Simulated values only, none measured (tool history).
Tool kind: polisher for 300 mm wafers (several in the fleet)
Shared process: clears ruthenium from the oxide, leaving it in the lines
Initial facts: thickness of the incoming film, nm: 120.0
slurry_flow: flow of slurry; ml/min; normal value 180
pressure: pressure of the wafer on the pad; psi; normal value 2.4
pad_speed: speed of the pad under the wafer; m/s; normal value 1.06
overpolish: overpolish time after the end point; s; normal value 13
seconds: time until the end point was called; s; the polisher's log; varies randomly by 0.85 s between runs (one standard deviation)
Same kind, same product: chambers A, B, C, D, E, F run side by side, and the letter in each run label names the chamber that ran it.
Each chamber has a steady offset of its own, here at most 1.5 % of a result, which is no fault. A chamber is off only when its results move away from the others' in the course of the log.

run   hour  slurry_flow  pressure  pad_speed  overpolish  wafers polished on this pad  hours since the slurry nozzle was cleaned  hours since the head pressure was calibrated  seconds
       0.2  -- chamber F: worn pad replaced by a new one
       3.5  -- chamber B: worn pad replaced by a new one
 1C    6.0          180       2.4       1.06          13                          523                                      472.4                                          40.8   86.331
 2D   11.3          180       2.4       1.06          13                          438                                      393.2                                         294.9   86.991
      18.8  -- chamber F: slurry nozzle cleaned
 3A   19.3          180       2.4       1.06          13                          425                                      222.1                                         594.2   85.184
      24.6  -- chamber C: worn pad replaced by a new one
 4B   28.6          180       2.4       1.06          13                          212                                      462.4                                          79.7   87.335
 5F   39.0          180       2.4       1.06          13                          328                                       20.3                                         714.6   87.129
 6E   49.2          180       2.4       1.06          13                          784                                      255.7                                        1186.7   88.216
      49.9  -- chamber D: worn pad replaced by a new one
      50.4  -- chamber E: worn pad replaced by a new one
 7D   55.9          180       2.4       1.06          13                           50                                      437.8                                         339.5   86.993
 8A   61.8          180       2.4       1.06          13                          784                                      264.6                                         636.7   86.702
 9F   70.6          180       2.4       1.06          13                          594                                       51.9                                         746.2   87.039
10E   77.1          180       2.4       1.06          13                          226                                      283.6                                        1214.6   87.041
      77.8  -- chamber A: worn pad replaced by a new one
      86.1  -- chamber B: slurry nozzle cleaned
11B   86.3          180       2.4       1.06          13                          699                                        0.3                                         137.4   87.680
12C   94.9          180       2.4       1.06          13                          593                                      561.3                                         129.7   86.473
      95.6  -- chamber B: worn pad replaced by a new one
      97.3  -- chamber C: worn pad replaced by a new one
     101.3  -- chamber F: worn pad replaced by a new one
13B  101.6          180       2.4       1.06          13                           50                                       15.6                                         152.7   87.229
14C  108.7          155       2.4       1.06          13                           96                                      575.1                                         143.5   86.451
15D  119.0          155       2.4       1.06          13                          583                                      500.9                                         402.6   88.326
16E  129.1          155       2.4       1.06          13                          664                                      335.6                                        1266.6   88.451
17F  137.6          155       2.4       1.06          13                          306                                      118.9                                         813.2   89.756
18A  144.8          155       2.4       1.06          13                          565                                      347.6                                         719.7   90.924
     148.3  -- chamber E: worn pad replaced by a new one
19B  150.4          155       2.4       1.06          13                          462                                       64.4                                         201.5   89.613
20A  157.0          180       2.4       1.06          13                          668                                      359.8                                         731.9   89.440
21D  164.2          180       2.4       1.06          13                          964                                      546.1                                         447.8   88.046
     168.4  -- chamber D: worn pad replaced by a new one
     171.6  -- chamber C: worn pad replaced by a new one
22C  173.5          180       2.4       1.06          13                           16                                      639.9                                         208.3   85.112
     175.0  -- chamber A: worn pad replaced by a new one
     178.4  -- chamber C: slurry nozzle cleaned
23E  180.6          180       2.4       1.06          13                          273                                      387.1                                        1318.1   88.756
     182.0  -- chamber B: worn pad replaced by a new one
24F  187.7          180       2.4       1.06          13                          729                                      169.0                                         863.3   88.021
25A  198.2          180       2.4       1.06          13                          196                                      401.0                                         773.1   89.257
26C  208.6          180       2.4       1.06          13                          312                                       30.2                                         243.4   85.673
27F  219.2          180       2.4       1.06          13                          995                                      200.5                                         894.8   87.651
     224.6  -- chamber F: worn pad replaced by a new one
28E  228.0          180       2.4       1.06          13                          673                                      434.5                                        1365.5   86.278
     231.2  -- chamber E: worn pad replaced by a new one
29D  235.5          180       2.4       1.06          13                          566                                      617.4                                         519.1   87.534
30B  243.4          180       2.4       1.06          13                          518                                      157.4                                         294.5   88.235
     245.9  -- chamber D: slurry nozzle cleaned
31B  248.1          180       2.4       1.06          13                          558                                      162.1                                         299.2   87.136
     252.7  -- chamber C: worn pad replaced by a new one
32C  253.8          180       2.4       1.06          13                           10                                       75.4                                         288.6   84.779
33E  261.6          180       2.4       1.32          13                          256                                      468.1                                        1399.1   70.699
34D  270.2          180       2.4       1.32          13                          858                                       24.4                                         553.8   69.769
     275.4  -- chamber A: worn pad replaced by a new one
     276.7  -- chamber F: head pressure recalibrated
     277.1  -- chamber B: worn pad replaced by a new one
     277.2  -- chamber D: worn pad replaced by a new one
35F  277.4          180       2.4       1.32          13                          445                                      258.7                                           0.7   70.618
36A  288.0          180       2.4       1.32          13                          107                                      490.8                                         862.9   73.233
37B  296.1          180       2.4       1.32          13                          161                                      210.1                                         347.2   68.827
     302.1  -- chamber C: head pressure recalibrated
38D  306.5          180       2.4       1.32          13                          247                                       60.7                                         590.1   70.459
     311.9  -- chamber E: worn pad replaced by a new one
39E  314.6          180       2.4       1.06          13                           23                                      521.1                                        1452.1   87.607
     315.6  -- chamber C: worn pad replaced by a new one
     317.3  -- chamber F: slurry nozzle cleaned
40F  323.4          180       2.4       1.06          13                          833                                        6.1                                          46.7   89.630
     331.9  -- chamber F: worn pad replaced by a new one
41C  332.1          180       2.4       1.06          13                          139                                      153.7                                          30.1   84.722
42A  340.9          180       2.4       1.06          13                          553                                      543.7                                         915.8   94.376
43F  350.4          180       2.4       1.06          21                          156                                       33.1                                          73.7   87.647
     352.6  -- chamber B: worn pad replaced by a new one
44B  357.0          180       2.4       1.06          21                           37                                      271.0                                         408.1   87.201

Does one chamber stand apart from the rest, does the shared gauge drift, or is all well apart from small per-chamber offsets? Give the chamber and the most likely cause, where there is one.

One chamber, A, drifts off from the rest bit by bit.
Most likely cause: slurry flow missing at the pad, % = 40.7.
It could be hard to tell apart here from: head's pressure below its setpoint, %.

Below are 4 candidate recipes for chamber A's next run, each the usual settings with a change, their results shown as question marks. Which of them brings A's results back in line with what the other chambers give on the usual settings?
Counts as in line when no further than this from what the other chambers average on the usual settings: seconds 3.000 s
45A-1  364.7          180       2.4       1.04          13                                                                                                                              ?
45A-2  364.7          180       2.5       1.10          13                                                                                                                              ?
45A-3  364.7          180       2.3       1.02          13                                                                                                                              ?
45A-4  364.7          180       2.5       1.06          13                                                                                                                              ?

What the other chambers average on the usual settings: seconds 86.983 s
  run  seconds
45A-1   97.461
45A-2   88.423
45A-3  103.750
45A-4   91.753
45A-2 puts the chamber back in line with the other chambers.

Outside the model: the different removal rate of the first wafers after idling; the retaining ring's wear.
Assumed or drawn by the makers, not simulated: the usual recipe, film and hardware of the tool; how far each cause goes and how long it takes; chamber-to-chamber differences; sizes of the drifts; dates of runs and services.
